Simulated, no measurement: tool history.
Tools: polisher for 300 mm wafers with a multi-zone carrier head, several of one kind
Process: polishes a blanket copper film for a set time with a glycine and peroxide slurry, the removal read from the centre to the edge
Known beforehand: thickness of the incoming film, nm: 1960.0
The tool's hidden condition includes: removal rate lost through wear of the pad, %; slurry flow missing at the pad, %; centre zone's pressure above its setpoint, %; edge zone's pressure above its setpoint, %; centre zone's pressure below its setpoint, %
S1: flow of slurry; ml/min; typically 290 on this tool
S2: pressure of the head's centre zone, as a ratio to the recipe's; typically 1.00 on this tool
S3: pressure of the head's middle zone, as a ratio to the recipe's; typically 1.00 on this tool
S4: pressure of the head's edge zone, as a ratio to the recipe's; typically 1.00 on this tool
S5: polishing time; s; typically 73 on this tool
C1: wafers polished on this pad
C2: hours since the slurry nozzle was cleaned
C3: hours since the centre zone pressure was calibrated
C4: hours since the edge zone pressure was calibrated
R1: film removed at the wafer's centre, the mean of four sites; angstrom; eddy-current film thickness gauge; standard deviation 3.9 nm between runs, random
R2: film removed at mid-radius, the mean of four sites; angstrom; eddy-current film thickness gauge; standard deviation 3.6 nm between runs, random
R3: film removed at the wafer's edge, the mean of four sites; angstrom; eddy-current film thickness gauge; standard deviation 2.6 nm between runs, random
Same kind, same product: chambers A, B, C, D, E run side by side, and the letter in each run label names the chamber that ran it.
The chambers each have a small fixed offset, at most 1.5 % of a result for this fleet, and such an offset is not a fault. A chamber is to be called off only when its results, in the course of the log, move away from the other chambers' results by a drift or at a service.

At hour 5.6: chamber B: worn pad replaced by a new one.
Run 1E, hour 7.3: usual settings; C1 1339; C2 19.2; C3 78.7; C4 174.3. Result: R1 2923.8 angstrom, R2 2964.2 angstrom, R3 2930.9 angstrom.
Run 2A, hour 18.2: usual settings; C1 579; C2 329.6; C3 822.0; C4 308.1. Result: R1 2983.2 angstrom, R2 2936.7 angstrom, R3 2993.6 angstrom.
At hour 20.5: chamber E: worn pad replaced by a new one.
Run 3D, hour 30.1: usual settings; C1 1386; C2 644.1; C3 1386.4; C4 837.3. Result: R1 2946.6 angstrom, R2 2908.3 angstrom, R3 2932.4 angstrom.
Run 4C, hour 43.4: usual settings; C1 705; C2 131.1; C3 167.8; C4 141.6. Result: R1 2913.0 angstrom, R2 3011.8 angstrom, R3 2981.5 angstrom.
At hour 46.7: chamber D: worn pad replaced by a new one.
Run 5B, hour 58.0: usual settings; C1 330; C2 208.9; C3 241.1; C4 775.5. Result: R1 2985.4 angstrom, R2 2938.6 angstrom, R3 2953.0 angstrom.
Run 6D, hour 72.4: usual settings; C1 162; C2 686.4; C3 1428.7; C4 879.6. Result: R1 2935.4 angstrom, R2 2978.2 angstrom, R3 3006.1 angstrom.
Run 7E, hour 83.3: usual settings but S3 0.94; C1 395; C2 95.2; C3 154.7; C4 250.3. Result: R1 2915.2 angstrom, R2 2790.8 angstrom, R3 2929.1 angstrom.
Run 8A, hour 96.7: usual settings but S3 0.94; C1 1072; C2 408.1; C3 900.5; C4 386.6. Result: R1 2982.2 angstrom, R2 2777.8 angstrom, R3 2971.6 angstrom.
At hour 100.9: chamber B: worn pad replaced by a new one.
Run 9B, hour 111.0: usual settings but S3 0.94; C1 63; C2 261.9; C3 294.1; C4 828.5. Result: R1 2994.3 angstrom, R2 2776.3 angstrom, R3 2978.1 angstrom.
Run 10C, hour 124.3: usual settings but S3 0.94; C1 1214; C2 212.0; C3 248.7; C4 222.5. Result: R1 2880.6 angstrom, R2 2798.0 angstrom, R3 2984.9 angstrom.
Run 11D, hour 136.1: usual settings but S3 0.94; C1 562; C2 750.1; C3 1492.4; C4 943.3. Result: R1 2936.4 angstrom, R2 2764.8 angstrom, R3 2969.5 angstrom.
At hour 136.2: chamber A: worn pad replaced by a new one.
At hour 138.1: chamber D: centre zone pressure recalibrated.
Run 12B, hour 144.5: usual settings; C1 274; C2 295.4; C3 327.6; C4 862.0. Result: R1 2938.0 angstrom, R2 3051.6 angstrom, R3 2981.6 angstrom.
Run 13C, hour 151.8: usual settings; C1 1387; C2 239.5; C3 276.2; C4 250.0. Result: R1 2922.6 angstrom, R2 2959.8 angstrom, R3 2928.3 angstrom.
At hour 155.5: chamber C: slurry nozzle cleaned.
Run 14A, hour 160.0: usual settings; C1 149; C2 471.4; C3 963.8; C4 449.9. Result: R1 2928.7 angstrom, R2 2967.5 angstrom, R3 3003.4 angstrom.
At hour 163.1: chamber D: slurry nozzle cleaned.
At hour 169.9: chamber E: edge zone pressure recalibrated.
Run 15E, hour 170.0: usual settings; C1 940; C2 181.9; C3 241.4; C4 0.2. Result: R1 2934.7 angstrom, R2 2968.4 angstrom, R3 2977.6 angstrom.
Run 16C, hour 179.4: usual settings; C1 1561; C2 23.9; C3 303.8; C4 277.6. Result: R1 2935.2 angstrom, R2 2989.5 angstrom, R3 2859.9 angstrom.
Run 17A, hour 194.8: usual settings; C1 368; C2 506.2; C3 998.6; C4 484.7. Result: R1 2953.3 angstrom, R2 2967.4 angstrom, R3 2979.9 angstrom.
At hour 199.5: chamber A: slurry nozzle cleaned.
At hour 204.1: chamber E: worn pad replaced by a new one.
At hour 206.9: chamber B: worn pad replaced by a new one.
Run 18D, hour 210.1: usual settings but S1 340 ml/min; C1 1028; C2 47.1; C3 72.0; C4 1017.3. Result: R1 3027.5 angstrom, R2 2948.6 angstrom, R3 3014.0 angstrom.
Run 19B, hour 226.2: usual settings but S1 340 ml/min; C1 121; C2 377.1; C3 409.3; C4 943.7. Result: R1 3056.0 angstrom, R2 2970.6 angstrom, R3 3040.1 angstrom.
At hour 227.8: chamber A: edge zone pressure recalibrated.
Run 20E, hour 241.4: usual settings but S1 340 ml/min; C1 235; C2 253.3; C3 312.8; C4 71.6. Result: R1 3023.8 angstrom, R2 3046.1 angstrom, R3 2996.0 angstrom.
Run 21D, hour 250.7: usual settings but S1 340 ml/min; C1 1283; C2 87.7; C3 112.6; C4 1057.9. Result: R1 2993.9 angstrom, R2 2946.4 angstrom, R3 2933.8 angstrom.
Run 22E, hour 260.3: usual settings but S1 340 ml/min; C1 354; C2 272.2; C3 331.7; C4 90.5. Result: R1 3003.3 angstrom, R2 3054.0 angstrom, R3 2974.7 angstrom.
At hour 274.2: chamber D: worn pad replaced by a new one.
Run 23C, hour 276.0: usual settings but S1 195 ml/min, S3 0.95; C1 2168; C2 120.5; C3 400.4; C4 374.2. Result: R1 2662.4 angstrom, R2 2583.6 angstrom, R3 2742.2 angstrom.
Run 24A, hour 284.7: usual settings but S1 195 ml/min, S3 0.95; C1 934; C2 85.3; C3 1088.5; C4 57.0. Result: R1 2858.9 angstrom, R2 2677.3 angstrom, R3 2870.8 angstrom.
At hour 295.7: chamber B: worn pad replaced by a new one.
Run 25B, hour 296.6: usual settings but S1 195 ml/min, S3 0.95; C1 6; C2 447.5; C3 479.7; C4 1014.1. Result: R1 2779.7 angstrom, R2 2708.3 angstrom, R3 2862.1 angstrom.
Run 26D, hour 305.5: usual settings but S1 195 ml/min, S3 0.95; C1 197; C2 142.5; C3 167.4; C4 1112.7. Result: R1 2743.2 angstrom, R2 2726.0 angstrom, R3 2872.2 angstrom.
Run 27E, hour 318.2: usual settings but S1 195 ml/min, S3 0.95; C1 718; C2 330.1; C3 389.6; C4 148.4. Result: R1 2781.5 angstrom, R2 2654.9 angstrom, R3 2889.6 angstrom.
Run 28A, hour 327.3: usual settings; C1 1202; C2 127.9; C3 1131.1; C4 99.6. Result: R1 2970.8 angstrom, R2 2909.8 angstrom, R3 3025.6 angstrom.
Run 29B, hour 341.3: usual settings; C1 287; C2 492.2; C3 524.4; C4 1058.8. Result: R1 2963.9 angstrom, R2 3020.4 angstrom, R3 2912.7 angstrom.
At hour 353.3: chamber B: slurry nozzle cleaned.
Run 30C, hour 356.4: usual settings; C1 2674; C2 200.9; C3 480.8; C4 454.6. Result: R1 2759.0 angstrom, R2 2771.6 angstrom, R3 2716.5 angstrom.
At hour 363.5: chamber A: worn pad replaced by a new one.
Run 31B, hour 366.9: usual settings; C1 448; C2 13.6; C3 550.0; C4 1084.4. Result: R1 2955.7 angstrom, R2 2987.4 angstrom, R3 2971.8 angstrom.
Run 32D, hour 378.6: usual settings; C1 657; C2 215.6; C3 240.5; C4 1185.8. Result: R1 2830.5 angstrom, R2 3044.7 angstrom, R3 2952.4 angstrom.
At hour 382.8: chamber C: slurry nozzle cleaned.
Run 33A, hour 391.3: usual settings; C1 174; C2 191.9; C3 1195.1; C4 163.6. Result: R1 2989.5 angstrom, R2 2900.4 angstrom, R3 3016.8 angstrom.
At hour 399.9: chamber C: edge zone pressure recalibrated.
Run 34C, hour 401.9: usual settings; C1 2960; C2 19.2; C3 526.3; C4 2.0. Result: R1 2793.2 angstrom, R2 2786.5 angstrom, R3 2745.3 angstrom.
At hour 404.3: chamber B: worn pad replaced by a new one.
Run 35E, hour 411.3: usual settings; C1 1304; C2 423.2; C3 482.7; C4 241.5. Result: R1 2931.3 angstrom, R2 2985.1 angstrom, R3 2961.0 angstrom.
Run 36A, hour 421.4: usual settings; C1 364; C2 222.0; C3 1225.2; C4 193.7. Result: R1 2939.7 angstrom, R2 2960.5 angstrom, R3 2995.2 angstrom.
Run 37B, hour 434.9: usual settings but S2 0.93, S4 0.93; C1 192; C2 81.6; C3 618.0; C4 1152.4. Result: R1 2783.8 angstrom, R2 2904.9 angstrom, R3 2848.4 angstrom.

Each of the 5 chambers runs these same settings next. Fill in every chamber's results:
Run 38A, hour 446.9: usual settings. Result: R1 ?, R2 ?, R3 ?.
Run 38B, hour 446.9: usual settings. Result: R1 ?, R2 ?, R3 ?.
Run 38C, hour 446.9: usual settings. Result: R1 ?, R2 ?, R3 ?.
Run 38D, hour 446.9: usual settings. Result: R1 ?, R2 ?, R3 ?.
Run 38E, hour 446.9: usual settings. Result: R1 ?, R2 ?, R3 ?.

run      R1      R2      R3
38A  2954.0  2913.6  2964.9
38B  2995.3  2998.4  2960.9
38C  2722.2  2752.5  2780.2
38D  2932.5  2948.0  3003.0
38E  2971.7  2949.4  2979.8
